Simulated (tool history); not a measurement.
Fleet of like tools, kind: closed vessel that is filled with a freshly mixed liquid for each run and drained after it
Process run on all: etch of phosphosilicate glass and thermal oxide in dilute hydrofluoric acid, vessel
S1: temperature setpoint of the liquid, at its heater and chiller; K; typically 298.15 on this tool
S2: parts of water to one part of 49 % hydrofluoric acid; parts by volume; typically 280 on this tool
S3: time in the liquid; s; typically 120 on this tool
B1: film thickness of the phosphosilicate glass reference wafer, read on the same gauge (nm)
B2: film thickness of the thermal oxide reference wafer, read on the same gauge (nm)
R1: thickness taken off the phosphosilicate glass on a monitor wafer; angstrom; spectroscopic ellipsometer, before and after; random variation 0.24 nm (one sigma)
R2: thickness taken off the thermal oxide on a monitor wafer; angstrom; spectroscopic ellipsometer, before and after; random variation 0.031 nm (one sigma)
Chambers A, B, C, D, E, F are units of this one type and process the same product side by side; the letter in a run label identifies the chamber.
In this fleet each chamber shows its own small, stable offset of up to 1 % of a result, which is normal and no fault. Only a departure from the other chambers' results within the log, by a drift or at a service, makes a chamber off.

| run | hour | S1 | S2 | S3 | B1 | B2 | R1 | R2 |
|---|---|---|---|---|---|---|---|---|
| 1F | 3.7 | 298.15 | 280 | 120 | 119.98 | 150.00 | 494.48 | 16.3090 |
| 2A | 8.9 | 298.15 | 280 | 120 | 119.98 | 150.01 | 490.11 | 16.8390 |
| 3E | 15.3 | 298.15 | 280 | 120 | 120.03 | 149.98 | 483.85 | 17.4540 |
| 4C | 19.1 | 298.15 | 280 | 120 | 120.02 | 149.99 | 479.03 | 17.8430 |
| 5B | 23.3 | 298.15 | 280 | 120 | 120.02 | 150.01 | 488.27 | 16.8680 |
| 6D | 27.2 | 298.15 | 145 | 90 | 120.06 | 149.99 | 803.63 | 27.1610 |
| 7D | 33.8 | 298.15 | 145 | 90 | 119.99 | 150.03 | 804.98 | 28.8540 |
| 8F | 38.8 | 298.15 | 145 | 90 | 120.01 | 150.00 | 811.28 | 28.2550 |
| 9E | 42.8 | 298.15 | 145 | 90 | 120.01 | 150.00 | 820.75 | 29.0960 |
| 10A | 46.9 | 298.15 | 145 | 90 | 119.97 | 150.00 | 803.19 | 28.4510 |
| 11B | 53.1 | 298.15 | 145 | 90 | 119.98 | 149.98 | 836.96 | 29.6680 |
| 12C | 58.0 | 298.15 | 280 | 180 | 120.02 | 150.02 | 727.26 | 26.0410 |
| 13B | 61.8 | 298.15 | 280 | 180 | 120.00 | 150.05 | 737.29 | 25.9620 |
| 14E | 66.1 | 298.15 | 280 | 180 | 119.97 | 149.95 | 727.00 | 25.4400 |
| 15C | 71.6 | 298.15 | 280 | 180 | 120.00 | 150.01 | 725.33 | 25.7730 |
| 16A | 76.5 | 298.15 | 280 | 180 | 119.99 | 150.00 | 727.07 | 26.0450 |
| 17D | 83.1 | 298.15 | 280 | 180 | 120.04 | 150.06 | 731.74 | 24.9030 |
| 18F | 89.1 | 298.15 | 280 | 120 | 119.98 | 150.00 | 485.60 | 16.2560 |
| 19E | 94.3 | 298.15 | 280 | 120 | 120.00 | 150.03 | 483.53 | 16.4820 |
| 20B | 98.3 | 298.15 | 280 | 120 | 120.03 | 150.01 | 486.29 | 17.0550 |
| 21F | 104.0 | 298.15 | 280 | 120 | 119.99 | 149.97 | 481.23 | 16.4200 |
| 22D | 108.5 | 298.15 | 280 | 120 | 119.97 | 150.02 | 488.14 | 16.7880 |
| 23C | 114.1 | 298.15 | 280 | 120 | 119.97 | 150.01 | 479.69 | 17.7360 |
| 24A | 117.8 | 298.15 | 280 | 120 | 120.03 | 149.99 | 486.09 | 16.6920 |
| 25F | 124.4 | 298.15 | 280 | 120 | 120.04 | 150.03 | 479.75 | 16.2310 |
|  | 125.9 | chamber A: thermometer replaced |
| 26B | 130.6 | 298.15 | 280 | 120 | 120.00 | 150.00 | 486.79 | 16.7520 |
| 27D | 135.3 | 302.15 | 280 | 55 | 120.03 | 150.03 | 255.74 | 8.7476 |
| 28C | 140.3 | 302.15 | 280 | 55 | 119.98 | 150.00 | 254.52 | 8.8649 |
| 29E | 145.2 | 302.15 | 280 | 55 | 120.04 | 150.04 | 253.68 | 8.9032 |
| 30A | 150.0 | 302.15 | 280 | 55 | 120.00 | 149.98 | 255.13 | 8.7494 |
| 31E | 153.7 | 302.15 | 280 | 55 | 120.02 | 150.01 | 254.17 | 8.9722 |
| 32D | 156.9 | 302.15 | 280 | 55 | 120.00 | 149.98 | 254.35 | 8.8814 |
| 33B | 161.5 | 298.15 | 280 | 120 | 119.96 | 149.94 | 487.14 | 17.4550 |
| 34F | 165.5 | 298.15 | 280 | 120 | 120.00 | 149.99 | 463.30 | 16.2990 |
| 35C | 168.7 | 298.15 | 280 | 120 | 120.03 | 150.02 | 479.54 | 17.0980 |
| 36A | 174.1 | 298.15 | 280 | 120 | 120.02 | 150.02 | 485.72 | 16.6930 |
| 37D | 179.7 | 298.15 | 280 | 120 | 120.00 | 149.99 | 487.79 | 17.1250 |
| 38F | 186.2 | 298.15 | 280 | 120 | 119.98 | 149.98 | 458.65 | 16.3250 |

For the next run the whole fleet of 6 chambers uses the same settings. Give each chamber's results:
| 39A | 190.9 | 298.15 | 280 | 90 |  |  | ? | ? |
| 39B | 190.9 | 298.15 | 280 | 90 |  |  | ? | ? |
| 39C | 190.9 | 298.15 | 280 | 90 |  |  | ? | ? |
| 39D | 190.9 | 298.15 | 280 | 90 |  |  | ? | ? |
| 39E | 190.9 | 298.15 | 280 | 90 |  |  | ? | ? |
| 39F | 190.9 | 298.15 | 280 | 90 |  |  | ? | ? |

| run | R1 | R2 |
|---|---|---|
| 39A | 367.00 | 12.6870 |
| 39B | 368.68 | 13.0310 |
| 39C | 359.42 | 12.8140 |
| 39D | 369.36 | 12.5030 |
| 39E | 363.68 | 12.4420 |
| 39F | 344.89 | 11.9400 |
